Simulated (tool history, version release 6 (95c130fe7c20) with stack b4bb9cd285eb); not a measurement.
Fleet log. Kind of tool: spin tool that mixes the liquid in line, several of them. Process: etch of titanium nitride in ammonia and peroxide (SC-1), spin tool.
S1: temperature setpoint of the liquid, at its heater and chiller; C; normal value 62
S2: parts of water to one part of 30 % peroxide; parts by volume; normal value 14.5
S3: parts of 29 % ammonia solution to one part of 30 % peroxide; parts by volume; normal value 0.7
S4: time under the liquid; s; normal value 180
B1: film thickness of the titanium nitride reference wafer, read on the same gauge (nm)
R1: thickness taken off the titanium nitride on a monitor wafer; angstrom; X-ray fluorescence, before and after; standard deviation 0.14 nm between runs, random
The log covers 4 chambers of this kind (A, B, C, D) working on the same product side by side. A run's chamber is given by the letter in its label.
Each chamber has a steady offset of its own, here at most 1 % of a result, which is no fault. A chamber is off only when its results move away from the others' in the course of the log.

run,hour,S1,S2,S3,S4,B1,R1
1C,4.2,62,14.5,0.7,180,70.044,214.49
2A,10.2,62,14.5,0.7,180,69.962,211.82
3D,13.4,62,14.5,0.7,180,70.024,215.32
4B,17.4,62,14.5,0.7,180,69.99,213.87
5A,22.2,62,14.5,0.7,180,70.004,211.51
6B,29,62,14.5,0.7,180,70.022,213.46
7D,35.7,62,14.5,0.7,180,70.016,212.14
8C,41.9,62,14.5,0.7,180,69.991,212.07
9C,48.9,62,14.5,0.7,180,70.043,214.6
10B,55.1,62,14.5,0.7,180,69.993,215.48
11A,59.1,62,14.5,0.7,180,70.002,210.03
12D,63.6,62,20,0.7,130,69.986,129.86
13D,68,62,20,0.7,130,70.015,130.04
14B,74,62,20,0.7,130,69.998,128.41
15C,77.9,62,20,0.7,130,70.008,129.31
16A,85.1,62,18,0.7,180,70.015,189.38
17A,91.2,62,18,0.7,180,70.023,187.87
18B,97.6,62,18,0.7,180,69.993,189.33
19C,104.5,62,18,0.7,180,69.992,183.52
20D,109.9,62,14.5,0.7,180,69.975,216.6
21A,114.5,62,12,0.7,180,70.019,232.04
# hour 119.2: chamber A: new drum of ammonia solution connected
22B,121.5,62,12,0.7,180,70.016,236.08
23D,126.1,62,12,0.7,180,70.006,234.31
24C,131,62,12,0.7,180,69.966,225.4
25D,134.9,62,14.5,0.9,180,70.014,220.17
26A,138.2,62,14.5,0.9,180,70.037,222.08
27B,143.6,62,14.5,0.9,180,70.02,223.42
28C,148.9,62,14.5,0.9,180,69.968,213.82
29B,152.4,62,14.5,0.7,180,70.034,211.71
30C,155.9,62,14.5,0.7,180,69.964,202.23
31A,160.6,62,14.5,0.7,245,70.005,286.51
32D,165.6,62,14.5,0.7,245,70.019,292.92

The same settings go to every chamber for the next run, one line per chamber below. Forecast the results for each:
33A,170.8,62,14.5,0.7,180,,?
33B,170.8,62,14.5,0.7,180,,?
33C,170.8,62,14.5,0.7,180,,?
33D,170.8,62,14.5,0.7,180,,?

run,R1
33A,211.61
33B,213.78
33C,201.34
33D,213.67
